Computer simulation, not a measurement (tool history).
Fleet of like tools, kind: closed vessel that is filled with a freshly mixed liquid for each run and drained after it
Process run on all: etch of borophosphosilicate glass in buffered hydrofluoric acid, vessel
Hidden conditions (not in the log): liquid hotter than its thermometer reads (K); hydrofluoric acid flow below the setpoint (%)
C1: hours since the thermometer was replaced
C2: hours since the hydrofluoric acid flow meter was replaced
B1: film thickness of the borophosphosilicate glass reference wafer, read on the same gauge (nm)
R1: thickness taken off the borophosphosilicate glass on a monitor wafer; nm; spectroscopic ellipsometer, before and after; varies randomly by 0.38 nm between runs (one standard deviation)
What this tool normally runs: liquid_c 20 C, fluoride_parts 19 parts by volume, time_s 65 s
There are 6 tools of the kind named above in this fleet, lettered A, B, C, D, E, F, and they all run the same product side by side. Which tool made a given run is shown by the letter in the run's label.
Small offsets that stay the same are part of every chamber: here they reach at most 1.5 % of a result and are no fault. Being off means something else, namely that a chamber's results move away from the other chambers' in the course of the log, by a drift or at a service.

{"run": "1B", "hour": 8.6, "liquid_c": 20, "fluoride_parts": 19, "time_s": 65, "C1": 715, "C2": 1066, "B1": 139.98, "R1": 37.622}
{"run": "2D", "hour": 19.4, "liquid_c": 20, "fluoride_parts": 19, "time_s": 65, "C1": 1685.4, "C2": 1212, "B1": 140, "R1": 37.472}
{"run": "3C", "hour": 31.6, "liquid_c": 20, "fluoride_parts": 19, "time_s": 65, "C1": 477, "C2": 1378.5, "B1": 140, "R1": 37.365}
{"run": "4A", "hour": 38.4, "liquid_c": 20, "fluoride_parts": 19, "time_s": 65, "C1": 238.5, "C2": 1037.9, "B1": 139.97, "R1": 37.657}
{"run": "5F", "hour": 48.9, "liquid_c": 20, "fluoride_parts": 19, "time_s": 65, "C1": 503.9, "C2": 930.6, "B1": 139.99, "R1": 37.728}
{"run": "6E", "hour": 59.6, "liquid_c": 17, "fluoride_parts": 19, "time_s": 95, "C1": 246.2, "C2": 1662.6, "B1": 140.01, "R1": 46.042}
{"run": "7B", "hour": 67.0, "liquid_c": 17, "fluoride_parts": 19, "time_s": 95, "C1": 773.4, "C2": 1124.4, "B1": 139.97, "R1": 47.573}
{"run": "8A", "hour": 73.2, "liquid_c": 17, "fluoride_parts": 19, "time_s": 95, "C1": 273.3, "C2": 1072.7, "B1": 139.99, "R1": 46.799}
{"run": "9F", "hour": 80.2, "liquid_c": 17, "fluoride_parts": 19, "time_s": 95, "C1": 535.2, "C2": 961.9, "B1": 140.01, "R1": 47.287}
{"run": "10D", "hour": 88.0, "liquid_c": 17, "fluoride_parts": 19, "time_s": 95, "C1": 1754, "C2": 1280.6, "B1": 140.01, "R1": 47.02}
{"hour": 94.7, "done": "chamber D: hydrofluoric acid flow meter replaced"}
{"run": "11E", "hour": 95.3, "liquid_c": 17, "fluoride_parts": 19, "time_s": 95, "C1": 281.9, "C2": 1698.3, "B1": 140.01, "R1": 45.638}
{"run": "12C", "hour": 104.4, "liquid_c": 20, "fluoride_parts": 19, "time_s": 65, "C1": 549.8, "C2": 1451.3, "B1": 140.05, "R1": 38.338}
{"run": "13A", "hour": 110.9, "liquid_c": 20, "fluoride_parts": 19, "time_s": 65, "C1": 311, "C2": 1110.4, "B1": 140.04, "R1": 38.1}
{"hour": 116.2, "done": "chamber C: thermometer replaced"}
{"run": "14D", "hour": 116.9, "liquid_c": 20, "fluoride_parts": 19, "time_s": 65, "C1": 1782.9, "C2": 22.2, "B1": 140.04, "R1": 38.345}
{"run": "15B", "hour": 124.9, "liquid_c": 25, "fluoride_parts": 19, "time_s": 45, "C1": 831.3, "C2": 1182.3, "B1": 139.98, "R1": 33.93}
{"run": "16F", "hour": 131.7, "liquid_c": 25, "fluoride_parts": 19, "time_s": 45, "C1": 586.7, "C2": 1013.4, "B1": 139.99, "R1": 35.237}
{"run": "17C", "hour": 144.5, "liquid_c": 25, "fluoride_parts": 19, "time_s": 45, "C1": 28.4, "C2": 1491.4, "B1": 140.03, "R1": 34.419}
{"run": "18E", "hour": 156.8, "liquid_c": 25, "fluoride_parts": 19, "time_s": 45, "C1": 343.4, "C2": 1759.8, "B1": 140.03, "R1": 33.848}
{"run": "19E", "hour": 169.5, "liquid_c": 25, "fluoride_parts": 19, "time_s": 45, "C1": 356.1, "C2": 1772.5, "B1": 139.97, "R1": 34.526}
{"run": "20D", "hour": 180.0, "liquid_c": 25, "fluoride_parts": 19, "time_s": 45, "C1": 1846, "C2": 85.3, "B1": 139.96, "R1": 34.699}
{"run": "21C", "hour": 187.1, "liquid_c": 20, "fluoride_parts": 19, "time_s": 65, "C1": 71, "C2": 1534, "B1": 140.01, "R1": 36.976}
{"run": "22F", "hour": 193.0, "liquid_c": 20, "fluoride_parts": 19, "time_s": 65, "C1": 648, "C2": 1074.7, "B1": 140, "R1": 40.143}
{"run": "23B", "hour": 204.2, "liquid_c": 20, "fluoride_parts": 19, "time_s": 65, "C1": 910.6, "C2": 1261.6, "B1": 139.98, "R1": 37.091}
{"run": "24A", "hour": 215.3, "liquid_c": 20, "fluoride_parts": 19, "time_s": 65, "C1": 415.4, "C2": 1214.8, "B1": 140.02, "R1": 37.658}
{"run": "25D", "hour": 221.2, "liquid_c": 20, "fluoride_parts": 19, "time_s": 65, "C1": 1887.2, "C2": 126.5, "B1": 140.01, "R1": 37.604}
{"run": "26C", "hour": 231.5, "liquid_c": 20, "fluoride_parts": 19, "time_s": 65, "C1": 115.4, "C2": 1578.4, "B1": 139.97, "R1": 38.19}
{"run": "27E", "hour": 244.2, "liquid_c": 20, "fluoride_parts": 19, "time_s": 65, "C1": 430.8, "C2": 1847.2, "B1": 140.01, "R1": 37.413}
{"run": "28F", "hour": 254.7, "liquid_c": 20, "fluoride_parts": 19, "time_s": 65, "C1": 709.7, "C2": 1136.4, "B1": 140.01, "R1": 40.149}
{"run": "29A", "hour": 267.7, "liquid_c": 17, "fluoride_parts": 19, "time_s": 30, "C1": 467.8, "C2": 1267.2, "B1": 140, "R1": 14.92}
{"run": "30B", "hour": 276.9, "liquid_c": 17, "fluoride_parts": 19, "time_s": 30, "C1": 983.3, "C2": 1334.3, "B1": 140, "R1": 14.677}
{"run": "31F", "hour": 283.3, "liquid_c": 17, "fluoride_parts": 19, "time_s": 30, "C1": 738.3, "C2": 1165, "B1": 140.01, "R1": 15.897}
{"run": "32D", "hour": 291.2, "liquid_c": 17, "fluoride_parts": 19, "time_s": 30, "C1": 1957.2, "C2": 196.5, "B1": 140, "R1": 14.913}
{"run": "33B", "hour": 300.8, "liquid_c": 17, "fluoride_parts": 19, "time_s": 30, "C1": 1007.2, "C2": 1358.2, "B1": 139.99, "R1": 14.731}
{"run": "34C", "hour": 311.3, "liquid_c": 17, "fluoride_parts": 19, "time_s": 30, "C1": 195.2, "C2": 1658.2, "B1": 140.06, "R1": 14.623}
{"run": "35E", "hour": 323.3, "liquid_c": 20, "fluoride_parts": 19, "time_s": 65, "C1": 509.9, "C2": 1926.3, "B1": 140.04, "R1": 37.642}
{"run": "36A", "hour": 336.0, "liquid_c": 20, "fluoride_parts": 19, "time_s": 80, "C1": 536.1, "C2": 1335.5, "B1": 139.99, "R1": 47.042}
{"run": "37D", "hour": 343.6, "liquid_c": 20, "fluoride_parts": 19, "time_s": 80, "C1": 2009.6, "C2": 248.9, "B1": 139.99, "R1": 47.18}
{"run": "38A", "hour": 350.9, "liquid_c": 20, "fluoride_parts": 19, "time_s": 80, "C1": 551, "C2": 1350.4, "B1": 140, "R1": 46.912}
{"run": "39E", "hour": 363.5, "liquid_c": 20, "fluoride_parts": 19, "time_s": 80, "C1": 550.1, "C2": 1966.5, "B1": 139.98, "R1": 46.423}

Does one chamber stand apart from the rest, does the shared gauge drift, or is all well apart from small per-chamber offsets? Give the chamber and the most likely cause, where there is one.

It is chamber F that slowly wanders off from its peers.
Cause: liquid hotter than its thermometer reads (K) = 1.93.
Not necessarily distinguishable in this log from: hydrofluoric acid flow above the setpoint (%).

Which of the 4 candidates below, each the usual settings with something changed and its results left as question marks, puts chamber F back in line with what the other chambers give on the usual settings?
Maximum distance from the other chambers' mean on the usual settings for a result to count as in line: R1 1.3 nm
{"run": "40F-1", "hour": 373.1, "liquid_c": 20, "fluoride_parts": 18.5, "time_s": 70, "R1": "?"}
{"run": "40F-2", "hour": 373.1, "liquid_c": 20, "fluoride_parts": 19.5, "time_s": 60, "R1": "?"}
{"run": "40F-3", "hour": 373.1, "liquid_c": 20, "fluoride_parts": 20, "time_s": 65, "R1": "?"}
{"run": "40F-4", "hour": 373.1, "liquid_c": 20, "fluoride_parts": 18, "time_s": 65, "R1": "?"}

The other chambers' mean on the usual settings: R1 37.797 nm
run=40F-1 R1=46.214
run=40F-2 R1=37.602
run=40F-3 R1=39.803
run=40F-4 R1=44.091
Change 40F-2 lands the chamber within the allowed miss of the other chambers.

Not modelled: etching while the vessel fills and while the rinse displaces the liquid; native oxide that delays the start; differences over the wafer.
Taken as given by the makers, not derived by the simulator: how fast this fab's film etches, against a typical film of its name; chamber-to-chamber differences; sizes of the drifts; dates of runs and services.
